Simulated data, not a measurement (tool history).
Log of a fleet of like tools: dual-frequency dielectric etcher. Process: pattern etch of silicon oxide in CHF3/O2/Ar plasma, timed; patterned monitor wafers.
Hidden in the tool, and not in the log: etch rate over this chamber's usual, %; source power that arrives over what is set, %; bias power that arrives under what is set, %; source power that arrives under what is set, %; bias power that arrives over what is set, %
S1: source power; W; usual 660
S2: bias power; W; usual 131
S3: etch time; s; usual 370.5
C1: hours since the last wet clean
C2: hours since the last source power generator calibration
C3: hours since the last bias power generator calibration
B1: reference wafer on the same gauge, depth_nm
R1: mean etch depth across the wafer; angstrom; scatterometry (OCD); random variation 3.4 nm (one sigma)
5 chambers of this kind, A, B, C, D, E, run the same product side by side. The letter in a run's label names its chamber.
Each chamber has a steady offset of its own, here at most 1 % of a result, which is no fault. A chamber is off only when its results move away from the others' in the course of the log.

| run | hour | S1 | S2 | S3 | C1 | C2 | C3 | B1 | R1 |
|---|---|---|---|---|---|---|---|---|---|
| 1B | 5.9 | 660 | 131 | 370.5 | 39.8 | 747.9 | 573.3 | 768.15 | 6932.5 |
| 2D | 11.8 | 660 | 131 | 370.5 | 104.2 | 2450.4 | 1211.0 | 767.18 | 6879.0 |
|  | 22.5 | chamber A: wet clean of the chamber |
| 3E | 23.6 | 660 | 131 | 370.5 | 201.2 | 508.3 | 691.5 | 767.41 | 6887.5 |
| 4A | 33.2 | 660 | 131 | 370.5 | 10.8 | 3106.4 | 851.6 | 767.87 | 6754.4 |
| 5C | 45.0 | 660 | 131 | 370.5 | 75.4 | 1397.3 | 1695.0 | 767.21 | 6859.5 |
| 6A | 55.7 | 660 | 131 | 370.5 | 33.3 | 3128.9 | 874.1 | 768.10 | 6788.2 |
| 7D | 61.4 | 660 | 131 | 370.5 | 153.8 | 2500.0 | 1260.6 | 768.48 | 6821.8 |
| 8B | 70.8 | 660 | 131 | 370.5 | 104.7 | 812.8 | 638.2 | 769.06 | 6935.4 |
| 9C | 79.4 | 660 | 131 | 370.5 | 109.8 | 1431.7 | 1729.4 | 767.67 | 6897.6 |
| 10E | 88.2 | 790 | 131 | 370.5 | 265.8 | 572.9 | 756.1 | 768.13 | 7398.6 |
| 11D | 95.7 | 790 | 131 | 370.5 | 188.1 | 2534.3 | 1294.9 | 768.40 | 7376.3 |
| 12C | 102.5 | 790 | 131 | 370.5 | 132.9 | 1454.8 | 1752.5 | 767.68 | 7387.4 |
| 13A | 108.4 | 790 | 131 | 370.5 | 86.0 | 3181.6 | 926.8 | 767.55 | 7403.9 |
| 14E | 118.5 | 790 | 131 | 370.5 | 296.1 | 603.2 | 786.4 | 767.84 | 7350.8 |
| 15B | 131.5 | 660 | 131 | 370.5 | 165.4 | 873.5 | 698.9 | 768.17 | 6854.6 |
| 16D | 138.5 | 660 | 131 | 370.5 | 230.9 | 2577.1 | 1337.7 | 768.30 | 6883.4 |
| 17A | 147.3 | 660 | 131 | 370.5 | 124.9 | 3220.5 | 965.7 | 767.61 | 6794.4 |
|  | 156.2 | chamber D: source power generator calibrated |
| 18C | 158.6 | 660 | 131 | 370.5 | 189.0 | 1510.9 | 1808.6 | 768.57 | 6923.6 |
| 19E | 168.7 | 660 | 131 | 370.5 | 346.3 | 653.4 | 836.6 | 768.41 | 6930.1 |
| 20B | 175.2 | 660 | 131 | 370.5 | 209.1 | 917.2 | 742.6 | 767.75 | 6867.4 |
| 21B | 187.0 | 660 | 131 | 370.5 | 220.9 | 929.0 | 754.4 | 768.13 | 6830.3 |
| 22A | 193.8 | 660 | 131 | 370.5 | 171.4 | 3267.0 | 1012.2 | 767.94 | 6798.0 |
| 23C | 202.5 | 660 | 131 | 370.5 | 232.9 | 1554.8 | 1852.5 | 768.36 | 6883.0 |
| 24D | 211.8 | 510 | 163 | 370.5 | 304.2 | 55.6 | 1411.0 | 768.02 | 6618.7 |
| 25E | 220.2 | 510 | 163 | 370.5 | 397.8 | 704.9 | 888.1 | 767.19 | 6790.3 |
| 26A | 227.3 | 510 | 163 | 370.5 | 204.9 | 3300.5 | 1045.7 | 768.00 | 6595.3 |
| 27E | 239.6 | 510 | 163 | 370.5 | 417.2 | 724.3 | 907.5 | 768.97 | 6797.7 |
| 28D | 250.4 | 510 | 163 | 370.5 | 342.8 | 94.2 | 1449.6 | 768.21 | 6643.8 |
| 29B | 256.5 | 660 | 131 | 370.5 | 290.4 | 998.5 | 823.9 | 768.97 | 6886.6 |
| 30C | 268.0 | 660 | 131 | 370.5 | 298.4 | 1620.3 | 1918.0 | 767.91 | 6874.8 |
| 31D | 274.2 | 660 | 131 | 370.5 | 366.6 | 118.0 | 1473.4 | 769.60 | 6843.6 |
| 32B | 283.3 | 660 | 105 | 370.5 | 317.2 | 1025.3 | 850.7 | 767.68 | 6438.7 |
| 33C | 293.7 | 660 | 105 | 370.5 | 324.1 | 1646.0 | 1943.7 | 767.81 | 6397.7 |
| 34A | 305.0 | 660 | 105 | 370.5 | 282.6 | 3378.2 | 1123.4 | 767.48 | 6376.3 |
| 35E | 311.1 | 660 | 105 | 370.5 | 488.7 | 795.8 | 979.0 | 768.21 | 6557.8 |
|  | 318.8 | chamber D: wet clean of the chamber |
| 36E | 323.1 | 660 | 105 | 370.5 | 500.7 | 807.8 | 991.0 | 767.62 | 6605.3 |
| 37A | 331.4 | 660 | 131 | 370.5 | 309.0 | 3404.6 | 1149.8 | 767.47 | 6794.1 |
| 38C | 340.8 | 660 | 108 | 280.5 | 371.2 | 1693.1 | 1990.8 | 767.97 | 4902.3 |
| 39D | 353.3 | 660 | 108 | 280.5 | 34.6 | 197.1 | 1552.5 | 767.35 | 4899.3 |
| 40B | 364.1 | 660 | 108 | 280.5 | 398.0 | 1106.1 | 931.5 | 769.37 | 4864.9 |
| 41E | 370.0 | 660 | 108 | 280.5 | 547.6 | 854.7 | 1037.9 | 767.43 | 5077.5 |

All 5 chambers run these settings next. Forecast each chamber's results:
| 42A | 379.4 | 660 | 131 | 370.5 |  |  |  |  | ? |
| 42B | 379.4 | 660 | 131 | 370.5 |  |  |  |  | ? |
| 42C | 379.4 | 660 | 131 | 370.5 |  |  |  |  | ? |
| 42D | 379.4 | 660 | 131 | 370.5 |  |  |  |  | ? |
| 42E | 379.4 | 660 | 131 | 370.5 |  |  |  |  | ? |

| run | R1 |
|---|---|
| 42A | 6822.2 |
| 42B | 6856.2 |
| 42C | 6915.3 |
| 42D | 6859.7 |
| 42E | 7163.4 |
